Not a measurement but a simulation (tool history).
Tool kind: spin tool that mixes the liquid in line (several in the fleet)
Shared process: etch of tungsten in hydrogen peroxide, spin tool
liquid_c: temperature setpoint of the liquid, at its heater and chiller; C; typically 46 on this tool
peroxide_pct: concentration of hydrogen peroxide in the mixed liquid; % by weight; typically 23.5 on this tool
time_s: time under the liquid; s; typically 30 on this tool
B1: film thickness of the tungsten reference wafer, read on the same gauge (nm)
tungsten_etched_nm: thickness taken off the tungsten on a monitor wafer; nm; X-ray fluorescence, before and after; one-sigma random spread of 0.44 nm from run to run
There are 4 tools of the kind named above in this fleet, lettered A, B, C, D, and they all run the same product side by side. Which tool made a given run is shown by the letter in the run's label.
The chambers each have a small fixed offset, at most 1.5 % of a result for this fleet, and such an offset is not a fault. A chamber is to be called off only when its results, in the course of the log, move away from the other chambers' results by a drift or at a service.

-- hour=9.4 chamber A: new drum of peroxide connected
run 1C hour=10.1 | liquid_c=46 peroxide_pct=23.5 time_s=30 | B1=79.99 | tungsten_etched_nm=69.553
-- hour=17.2 chamber C: heated supply line repaired
run 2D hour=21.6 | liquid_c=46 peroxide_pct=23.5 time_s=30 | B1=79.962 | tungsten_etched_nm=71.916
-- hour=26.5 chamber C: new drum of peroxide connected
run 3B hour=30.7 | liquid_c=46 peroxide_pct=23.5 time_s=30 | B1=79.974 | tungsten_etched_nm=70.06
run 4A hour=42.7 | liquid_c=46 peroxide_pct=23.5 time_s=30 | B1=79.982 | tungsten_etched_nm=70.056
run 5D hour=51.5 | liquid_c=46 peroxide_pct=23.5 time_s=30 | B1=80.018 | tungsten_etched_nm=71.732
run 6C hour=59.4 | liquid_c=46 peroxide_pct=23.5 time_s=30 | B1=79.995 | tungsten_etched_nm=70.515
run 7B hour=65.7 | liquid_c=46 peroxide_pct=23.5 time_s=30 | B1=79.944 | tungsten_etched_nm=70.262
-- hour=73.2 chamber B: peroxide flow meter replaced
run 8A hour=78.3 | liquid_c=46 peroxide_pct=23.5 time_s=30 | B1=80.011 | tungsten_etched_nm=70.47
-- hour=89.2 chamber D: new drum of peroxide connected
run 9A hour=91.9 | liquid_c=46 peroxide_pct=23.5 time_s=30 | B1=80.008 | tungsten_etched_nm=70.083
run 10C hour=99 | liquid_c=46 peroxide_pct=23.5 time_s=30 | B1=79.98 | tungsten_etched_nm=69.821
run 11B hour=111.6 | liquid_c=46 peroxide_pct=26 time_s=30 | B1=79.954 | tungsten_etched_nm=74.566
run 12D hour=122.5 | liquid_c=46 peroxide_pct=26 time_s=30 | B1=80.007 | tungsten_etched_nm=76.635
run 13D hour=132 | liquid_c=46 peroxide_pct=26 time_s=30 | B1=80.028 | tungsten_etched_nm=75.707
run 14A hour=141.1 | liquid_c=46 peroxide_pct=26 time_s=30 | B1=80.012 | tungsten_etched_nm=73.773
run 15B hour=150.7 | liquid_c=46 peroxide_pct=23.5 time_s=30 | B1=79.977 | tungsten_etched_nm=71.02
-- hour=158.6 chamber D: peroxide flow meter replaced
run 16C hour=160 | liquid_c=46 peroxide_pct=23.5 time_s=30 | B1=79.998 | tungsten_etched_nm=70.195
-- hour=161.4 chamber C: peroxide flow meter replaced
run 17C hour=167.3 | liquid_c=46 peroxide_pct=23.5 time_s=30 | B1=80.026 | tungsten_etched_nm=70.073
run 18D hour=178.5 | liquid_c=46 peroxide_pct=23.5 time_s=30 | B1=80.001 | tungsten_etched_nm=71.204
run 19B hour=185 | liquid_c=46 peroxide_pct=23.5 time_s=30 | B1=80.044 | tungsten_etched_nm=71.1
run 20A hour=195.4 | liquid_c=46 peroxide_pct=23.5 time_s=30 | B1=80.005 | tungsten_etched_nm=70.212
run 21B hour=208.4 | liquid_c=46 peroxide_pct=23.5 time_s=30 | B1=79.957 | tungsten_etched_nm=70.957
run 22D hour=220.7 | liquid_c=46 peroxide_pct=23.5 time_s=30 | B1=80.029 | tungsten_etched_nm=71.413
run 23A hour=230.4 | liquid_c=39.5 peroxide_pct=23.5 time_s=30 | B1=79.966 | tungsten_etched_nm=46.142
run 24C hour=240.5 | liquid_c=39.5 peroxide_pct=23.5 time_s=30 | B1=79.986 | tungsten_etched_nm=45.742
run 25D hour=253.6 | liquid_c=39.5 peroxide_pct=23.5 time_s=30 | B1=80.034 | tungsten_etched_nm=47.821
run 26B hour=267.1 | liquid_c=39.5 peroxide_pct=23.5 time_s=30 | B1=80.02 | tungsten_etched_nm=46.438
run 27C hour=277.2 | liquid_c=46 peroxide_pct=23.5 time_s=30 | B1=79.979 | tungsten_etched_nm=70.182
run 28A hour=290 | liquid_c=46 peroxide_pct=23.5 time_s=30 | B1=80.011 | tungsten_etched_nm=68.933
-- hour=291 chamber D: thermometer replaced
run 29B hour=297.3 | liquid_c=38 peroxide_pct=23.5 time_s=15 | B1=79.984 | tungsten_etched_nm=20.997
run 30A hour=309.8 | liquid_c=38 peroxide_pct=23.5 time_s=15 | B1=80.034 | tungsten_etched_nm=20.575
run 31C hour=322.8 | liquid_c=38 peroxide_pct=23.5 time_s=15 | B1=80.048 | tungsten_etched_nm=20.623
run 32D hour=333 | liquid_c=38 peroxide_pct=23.5 time_s=15 | B1=80.018 | tungsten_etched_nm=21.622
run 33D hour=340.6 | liquid_c=46 peroxide_pct=23.5 time_s=30 | B1=80.002 | tungsten_etched_nm=71.4
run 34C hour=353.4 | liquid_c=46 peroxide_pct=23.5 time_s=30 | B1=80.015 | tungsten_etched_nm=70.002
run 35B hour=365.8 | liquid_c=46 peroxide_pct=23.5 time_s=15 | B1=80.005 | tungsten_etched_nm=35.062
run 36A hour=372.4 | liquid_c=46 peroxide_pct=23.5 time_s=15 | B1=80.034 | tungsten_etched_nm=34.269
run 37B hour=379.6 | liquid_c=46 peroxide_pct=23.5 time_s=15 | B1=79.991 | tungsten_etched_nm=35.297
run 38A hour=390.2 | liquid_c=46 peroxide_pct=23.5 time_s=15 | B1=79.99 | tungsten_etched_nm=34.028
run 39D hour=397.6 | liquid_c=46 peroxide_pct=23.5 time_s=30 | B1=79.99 | tungsten_etched_nm=71.411
run 40C hour=408.5 | liquid_c=46 peroxide_pct=23.5 time_s=30 | B1=79.969 | tungsten_etched_nm=70.053
run 41D hour=417.6 | liquid_c=38 peroxide_pct=23.5 time_s=30 | B1=80.053 | tungsten_etched_nm=42.896
run 42B hour=428.9 | liquid_c=38 peroxide_pct=23.5 time_s=30 | B1=79.964 | tungsten_etched_nm=42.005
run 43C hour=442.6 | liquid_c=38 peroxide_pct=23.5 time_s=30 | B1=79.996 | tungsten_etched_nm=41.544
run 44A hour=451.2 | liquid_c=38 peroxide_pct=23.5 time_s=30 | B1=80.017 | tungsten_etched_nm=39.974

All chambers now run identical settings, listed one chamber a line with results as question marks. What results will each chamber show?
run 45A hour=461.1 | liquid_c=46 peroxide_pct=23.5 time_s=15 | tungsten_etched_nm=?
run 45B hour=461.1 | liquid_c=46 peroxide_pct=23.5 time_s=15 | tungsten_etched_nm=?
run 45C hour=461.1 | liquid_c=46 peroxide_pct=23.5 time_s=15 | tungsten_etched_nm=?
run 45D hour=461.1 | liquid_c=46 peroxide_pct=23.5 time_s=15 | tungsten_etched_nm=?

run=45A tungsten_etched_nm=34.255
run=45B tungsten_etched_nm=35.835
run=45C tungsten_etched_nm=35.563
run=45D tungsten_etched_nm=36.04
